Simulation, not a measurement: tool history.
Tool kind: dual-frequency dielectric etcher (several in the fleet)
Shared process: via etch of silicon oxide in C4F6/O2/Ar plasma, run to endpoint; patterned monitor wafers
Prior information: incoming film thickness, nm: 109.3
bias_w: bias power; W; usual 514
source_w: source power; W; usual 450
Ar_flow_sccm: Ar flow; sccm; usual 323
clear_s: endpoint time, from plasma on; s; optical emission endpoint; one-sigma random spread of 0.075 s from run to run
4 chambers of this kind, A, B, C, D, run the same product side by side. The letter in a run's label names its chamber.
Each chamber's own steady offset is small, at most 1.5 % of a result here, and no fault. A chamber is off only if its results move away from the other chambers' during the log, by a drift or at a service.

run 1A hour=4 | bias_w=514 source_w=450 Ar_flow_sccm=323 | clear_s=23.159
run 2D hour=7.7 | bias_w=514 source_w=450 Ar_flow_sccm=323 | clear_s=22.991
run 3C hour=12 | bias_w=514 source_w=450 Ar_flow_sccm=323 | clear_s=22.868
run 4B hour=16.3 | bias_w=514 source_w=450 Ar_flow_sccm=323 | clear_s=22.804
run 5C hour=21.4 | bias_w=514 source_w=450 Ar_flow_sccm=323 | clear_s=22.802
run 6D hour=26.4 | bias_w=514 source_w=450 Ar_flow_sccm=323 | clear_s=23.089
run 7A hour=31.3 | bias_w=514 source_w=450 Ar_flow_sccm=323 | clear_s=23.289
run 8B hour=34.7 | bias_w=514 source_w=450 Ar_flow_sccm=323 | clear_s=23.089
run 9A hour=39.7 | bias_w=514 source_w=450 Ar_flow_sccm=323 | clear_s=23.234
run 10C hour=42.8 | bias_w=514 source_w=450 Ar_flow_sccm=323 | clear_s=22.883
run 11D hour=49.4 | bias_w=514 source_w=450 Ar_flow_sccm=349 | clear_s=23.315
run 12B hour=52.2 | bias_w=514 source_w=450 Ar_flow_sccm=349 | clear_s=23.049
run 13C hour=55.5 | bias_w=514 source_w=450 Ar_flow_sccm=349 | clear_s=22.999
run 14A hour=59.7 | bias_w=514 source_w=450 Ar_flow_sccm=349 | clear_s=23.475
run 15D hour=65.6 | bias_w=514 source_w=450 Ar_flow_sccm=323 | clear_s=22.956
run 16B hour=71.5 | bias_w=514 source_w=450 Ar_flow_sccm=323 | clear_s=22.824
run 17C hour=76.9 | bias_w=514 source_w=450 Ar_flow_sccm=323 | clear_s=22.8
run 18B hour=82.7 | bias_w=514 source_w=450 Ar_flow_sccm=323 | clear_s=22.933
run 19A hour=85.9 | bias_w=514 source_w=450 Ar_flow_sccm=323 | clear_s=23.326
run 20D hour=92.2 | bias_w=514 source_w=450 Ar_flow_sccm=323 | clear_s=23.223
run 21C hour=97.3 | bias_w=514 source_w=450 Ar_flow_sccm=323 | clear_s=22.912
run 22D hour=102.7 | bias_w=514 source_w=450 Ar_flow_sccm=323 | clear_s=23.071
-- hour=103.5 chamber A: Ar flow controller replaced
run 23B hour=106 | bias_w=514 source_w=450 Ar_flow_sccm=323 | clear_s=22.901
run 24A hour=111.1 | bias_w=514 source_w=450 Ar_flow_sccm=323 | clear_s=23.249
run 25B hour=115.9 | bias_w=514 source_w=450 Ar_flow_sccm=323 | clear_s=23.005
run 26D hour=121 | bias_w=514 source_w=450 Ar_flow_sccm=323 | clear_s=23.141
run 27A hour=125 | bias_w=514 source_w=450 Ar_flow_sccm=323 | clear_s=23.372
run 28C hour=130.2 | bias_w=514 source_w=450 Ar_flow_sccm=323 | clear_s=22.83
run 29C hour=136.4 | bias_w=514 source_w=450 Ar_flow_sccm=323 | clear_s=22.794
run 30A hour=140.5 | bias_w=514 source_w=450 Ar_flow_sccm=323 | clear_s=23.226
run 31D hour=147 | bias_w=514 source_w=450 Ar_flow_sccm=323 | clear_s=23.065

The same settings go to every chamber for the next run, one line per chamber below. Forecast the results for each:
run 32A hour=151.8 | bias_w=514 source_w=450 Ar_flow_sccm=323 | clear_s=?
run 32B hour=151.8 | bias_w=514 source_w=450 Ar_flow_sccm=323 | clear_s=?
run 32C hour=151.8 | bias_w=514 source_w=450 Ar_flow_sccm=323 | clear_s=?
run 32D hour=151.8 | bias_w=514 source_w=450 Ar_flow_sccm=323 | clear_s=?

run=32A clear_s=23.225
run=32B clear_s=22.9
run=32C clear_s=22.924
run=32D clear_s=23.029
